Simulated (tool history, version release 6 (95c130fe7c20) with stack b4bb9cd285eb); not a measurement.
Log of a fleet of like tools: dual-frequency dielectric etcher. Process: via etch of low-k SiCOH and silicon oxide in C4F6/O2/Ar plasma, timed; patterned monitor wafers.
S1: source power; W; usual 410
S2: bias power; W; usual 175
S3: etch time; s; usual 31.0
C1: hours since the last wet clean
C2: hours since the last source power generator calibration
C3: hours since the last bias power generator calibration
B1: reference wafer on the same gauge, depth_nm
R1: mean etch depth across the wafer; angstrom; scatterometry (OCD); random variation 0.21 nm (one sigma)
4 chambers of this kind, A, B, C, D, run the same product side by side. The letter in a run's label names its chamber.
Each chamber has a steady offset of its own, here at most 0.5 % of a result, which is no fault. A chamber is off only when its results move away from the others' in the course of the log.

run,hour,S1,S2,S3,C1,C2,C3,B1,R1
1C,3.5,410,175,31.0,389.8,896.5,797.4,88.014,733.47
2A,9.5,410,175,31.0,231.7,3158.6,2213.0,87.984,737.60
3D,14.2,410,175,31.0,463.3,832.2,1005.5,87.992,731.18
4B,19.4,410,175,31.0,339.7,3008.1,2680.1,87.973,731.66
5B,24.8,410,175,31.0,345.1,3013.5,2685.5,88.024,733.10
6A,30.1,410,175,31.0,252.3,3179.2,2233.6,87.987,738.76
7D,34.0,410,175,31.0,483.1,852.0,1025.3,87.964,734.99
8C,38.8,410,175,31.0,425.1,931.8,832.7,87.973,733.07
9A,43.6,410,152,31.0,265.8,3192.7,2247.1,87.995,704.45
10C,48.5,410,152,31.0,434.8,941.5,842.4,88.029,701.89
# hour 51.7: chamber B: source power generator calibrated
11B,52.9,410,152,31.0,373.2,1.3,2713.6,88.051,700.15
12D,56.2,410,152,31.0,505.3,874.2,1047.5,88.003,699.30
13B,58.8,410,175,31.0,379.1,7.2,2719.5,87.992,729.34
14D,63.4,410,175,31.0,512.5,881.4,1054.7,87.984,733.36
15A,69.1,410,175,31.0,291.3,3218.2,2272.6,87.964,735.88
# hour 69.4: chamber B: wet clean of the chamber
16C,73.8,410,175,31.0,460.1,966.8,867.7,88.053,733.23
17C,76.5,410,175,31.0,462.8,969.5,870.4,88.018,730.61
18D,79.8,410,175,38.5,528.9,897.8,1071.1,87.997,905.22
19A,85.6,410,175,38.5,307.8,3234.7,2289.1,88.075,914.31
20B,90.9,410,175,38.5,21.5,39.3,2751.6,87.993,906.18
21B,96.5,410,175,38.5,27.1,44.9,2757.2,88.056,905.30
22A,100.3,410,175,31.0,322.5,3249.4,2303.8,88.048,742.86
23C,104.6,410,175,31.0,490.9,997.6,898.5,87.982,731.02
24D,107.5,410,145,40.0,556.6,925.5,1098.8,87.987,890.50
25A,110.3,410,145,40.0,332.5,3259.4,2313.8,88.003,901.58
26B,115.8,410,145,40.0,46.4,64.2,2776.5,88.023,890.97
27C,119.3,410,145,40.0,505.6,1012.3,913.2,88.021,892.13
# hour 121.0: chamber C: wet clean of the chamber
28D,123.5,410,175,31.0,572.6,941.5,1114.8,87.992,731.12
29D,128.2,410,175,31.0,577.3,946.2,1119.5,87.987,730.05
30C,133.9,410,175,31.0,12.9,1026.9,927.8,88.053,732.96
31A,139.3,410,175,31.0,361.5,3288.4,2342.8,87.963,746.02
32B,143.3,410,175,31.0,73.9,91.7,2804.0,87.940,730.05
33D,147.2,410,175,31.0,596.3,965.2,1138.5,88.034,729.17
34B,151.0,410,175,31.0,81.6,99.4,2811.7,88.025,732.03
35A,155.0,410,175,31.0,377.2,3304.1,2358.5,88.046,751.46
36C,157.9,410,175,31.0,36.9,1050.9,951.8,88.001,730.59
37C,161.1,410,175,31.0,40.1,1054.1,955.0,87.949,730.00
38B,165.4,410,136,31.0,96.0,113.8,2826.1,88.009,678.90
39D,168.9,410,136,31.0,618.0,986.9,1160.2,88.009,678.13

Next, every chamber runs the same settings. What will each give?
40A,173.2,330,175,31.0,,,,,?
40B,173.2,330,175,31.0,,,,,?
40C,173.2,330,175,31.0,,,,,?
40D,173.2,330,175,31.0,,,,,?

run,R1
40A,686.98
40B,669.40
40C,670.83
40D,671.14
